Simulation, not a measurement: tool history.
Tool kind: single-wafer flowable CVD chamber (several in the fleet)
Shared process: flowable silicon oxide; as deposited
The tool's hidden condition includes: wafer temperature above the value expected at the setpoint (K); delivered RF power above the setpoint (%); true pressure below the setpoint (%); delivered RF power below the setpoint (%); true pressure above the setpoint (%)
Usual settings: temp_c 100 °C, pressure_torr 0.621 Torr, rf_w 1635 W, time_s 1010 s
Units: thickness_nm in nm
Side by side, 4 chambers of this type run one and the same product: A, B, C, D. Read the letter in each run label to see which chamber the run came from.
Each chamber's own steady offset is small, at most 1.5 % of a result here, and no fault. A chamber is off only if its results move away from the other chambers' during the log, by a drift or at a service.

| run | day | temp_c | pressure_torr | rf_w | time_s | hours since the last thermocouple change | hours since the last RF generator calibration | hours since the last manometer calibration | read-back reference wafer on the same gauge, thickness_nm | thickness_nm |
|---|---|---|---|---|---|---|---|---|---|---|
| 1D | 0.088 | 100 | 0.621 | 1635 | 1010 | 2246.8 | 140.8 | 307.2 | 413.44 | 419.04 |
| 2A | 0.229 | 100 | 0.621 | 1635 | 1010 | 731.5 | 421.6 | 821.3 | 413.52 | 420.57 |
| 3C | 0.375 | 100 | 0.621 | 1635 | 1010 | 929.1 | 570.5 | 1243.9 | 414.74 | 410.3 |
|  | 0.529 | chamber D: thermocouple changed; heater temperature recalibrated |
| 4B | 0.542 | 100 | 0.621 | 1635 | 1010 | 2341 | 1140.3 | 371.1 | 413.01 | 419.33 |
| 5D | 0.708 | 100 | 0.621 | 1635 | 1010 | 4.3 | 155.7 | 322.1 | 413.61 | 416.33 |
| 6A | 0.796 | 108 | 0.621 | 1635 | 1200 | 745.1 | 435.2 | 834.9 | 413.41 | 376.25 |
| 7C | 0.95 | 108 | 0.621 | 1635 | 1200 | 942.9 | 584.3 | 1257.7 | 413.64 | 372.24 |
| 8B | 1.092 | 108 | 0.621 | 1635 | 1200 | 2354.2 | 1153.5 | 384.3 | 413.81 | 380.61 |
| 9A | 1.242 | 108 | 0.621 | 1635 | 1200 | 755.8 | 445.9 | 845.6 | 413.86 | 379.91 |
| 10D | 1.358 | 100 | 0.621 | 1635 | 1010 | 19.9 | 171.3 | 337.7 | 413.71 | 417.01 |
| 11B | 1.508 | 100 | 0.568 | 1635 | 1190 | 2364.2 | 1163.5 | 394.3 | 413.63 | 435.29 |
| 12C | 1.671 | 100 | 0.568 | 1635 | 1190 | 960.2 | 601.6 | 1275 | 414.61 | 431.57 |
| 13C | 1.812 | 100 | 0.568 | 1635 | 1190 | 963.6 | 605 | 1278.4 | 413.6 | 430.27 |
| 14A | 1.954 | 100 | 0.568 | 1635 | 1190 | 772.9 | 463 | 862.7 | 414.21 | 433.7 |
| 15D | 2.062 | 100 | 0.621 | 1635 | 1010 | 36.8 | 188.2 | 354.6 | 413.65 | 421.52 |
| 16B | 2.179 | 100 | 0.621 | 1635 | 1010 | 2380.3 | 1179.6 | 410.4 | 414.09 | 422.98 |
| 17A | 2.304 | 100 | 0.621 | 1635 | 1010 | 781.3 | 471.4 | 871.1 | 414 | 421.45 |
| 18B | 2.412 | 100 | 0.621 | 1635 | 1010 | 2385.9 | 1185.2 | 416 | 414.36 | 419.83 |
| 19D | 2.512 | 100 | 0.621 | 1635 | 1010 | 47.6 | 199 | 365.4 | 413.98 | 421.54 |
| 20C | 2.667 | 100 | 0.621 | 1635 | 1010 | 984.1 | 625.5 | 1298.9 | 413.27 | 413.03 |
| 21A | 2.825 | 100 | 0.621 | 1635 | 1010 | 793.8 | 483.9 | 883.6 | 414.15 | 417.95 |
| 22B | 2.988 | 100 | 0.621 | 1635 | 1010 | 2399.7 | 1199 | 429.8 | 413.87 | 420.85 |
| 23C | 3.133 | 100 | 0.621 | 1635 | 1010 | 995.3 | 636.7 | 1310.1 | 414.14 | 410.04 |
|  | 3.267 | chamber C: capacitance manometer re-zeroed and calibrated |
| 24D | 3.283 | 100 | 0.621 | 1635 | 1010 | 66.1 | 217.5 | 383.9 | 413.54 | 414.52 |
| 25A | 3.45 | 100 | 0.621 | 1635 | 1010 | 808.8 | 498.9 | 898.6 | 414.8 | 418.9 |
| 26D | 3.575 | 100 | 0.621 | 1635 | 1010 | 73.1 | 224.5 | 390.9 | 413.93 | 420.9 |
| 27B | 3.738 | 100 | 0.621 | 1635 | 1010 | 2417.7 | 1217 | 447.8 | 413.78 | 418.04 |
| 28C | 3.85 | 100 | 0.621 | 1635 | 1010 | 1012.5 | 653.9 | 14 | 414.48 | 410.36 |
| 29D | 3.946 | 100 | 0.621 | 1635 | 1010 | 82 | 233.4 | 399.8 | 414.03 | 417.12 |
| 30B | 4.079 | 100 | 0.621 | 1635 | 1010 | 2425.9 | 1225.2 | 456 | 413.46 | 414.78 |
| 31C | 4.188 | 100 | 0.621 | 1635 | 1010 | 1020.6 | 662 | 22.1 | 413.83 | 411.64 |
| 32A | 4.35 | 100 | 0.621 | 1635 | 1010 | 830.4 | 520.5 | 920.2 | 413.97 | 416.97 |
| 33A | 4.429 | 114 | 0.621 | 1475 | 1010 | 832.3 | 522.4 | 922.1 | 413.74 | 255.84 |
| 34B | 4.592 | 114 | 0.621 | 1475 | 1010 | 2438.2 | 1237.5 | 468.3 | 413.42 | 253.93 |
| 35C | 4.696 | 114 | 0.621 | 1475 | 1010 | 1032.8 | 674.2 | 34.3 | 413.93 | 254.22 |
| 36D | 4.792 | 114 | 0.621 | 1475 | 1010 | 102.3 | 253.7 | 420.1 | 414.17 | 256.01 |
| 37A | 4.933 | 100 | 0.621 | 1635 | 1010 | 844.4 | 534.5 | 934.2 | 413.56 | 418.88 |
| 38C | 5.05 | 100 | 0.621 | 1635 | 1010 | 1041.3 | 682.7 | 42.8 | 414.28 | 409.99 |
| 39D | 5.146 | 100 | 0.621 | 1635 | 1010 | 110.8 | 262.2 | 428.6 | 414.64 | 418.48 |
| 40B | 5.262 | 100 | 0.621 | 1635 | 1010 | 2454.3 | 1253.6 | 484.4 | 414.09 | 415.56 |
| 41D | 5.358 | 100 | 0.621 | 1635 | 1010 | 115.9 | 267.3 | 433.7 | 413.52 | 422.8 |
| 42C | 5.504 | 106 | 0.621 | 1635 | 1010 | 1052.2 | 693.6 | 53.7 | 413.87 | 335.9 |
| 43A | 5.621 | 106 | 0.621 | 1635 | 1010 | 860.9 | 551 | 950.7 | 413.71 | 341.67 |
| 44B | 5.717 | 106 | 0.621 | 1635 | 1010 | 2465.2 | 1264.5 | 495.3 | 413.96 | 341.82 |

Next, every chamber runs the same settings. What will each give?
| 45A | 5.846 | 100 | 0.621 | 1635 | 1010 |  |  |  |  | ? |
| 45B | 5.846 | 100 | 0.621 | 1635 | 1010 |  |  |  |  | ? |
| 45C | 5.846 | 100 | 0.621 | 1635 | 1010 |  |  |  |  | ? |
| 45D | 5.846 | 100 | 0.621 | 1635 | 1010 |  |  |  |  | ? |

| run | thickness_nm |
|---|---|
| 45A | 416.43 |
| 45B | 417.97 |
| 45C | 407.6 |
| 45D | 418.21 |
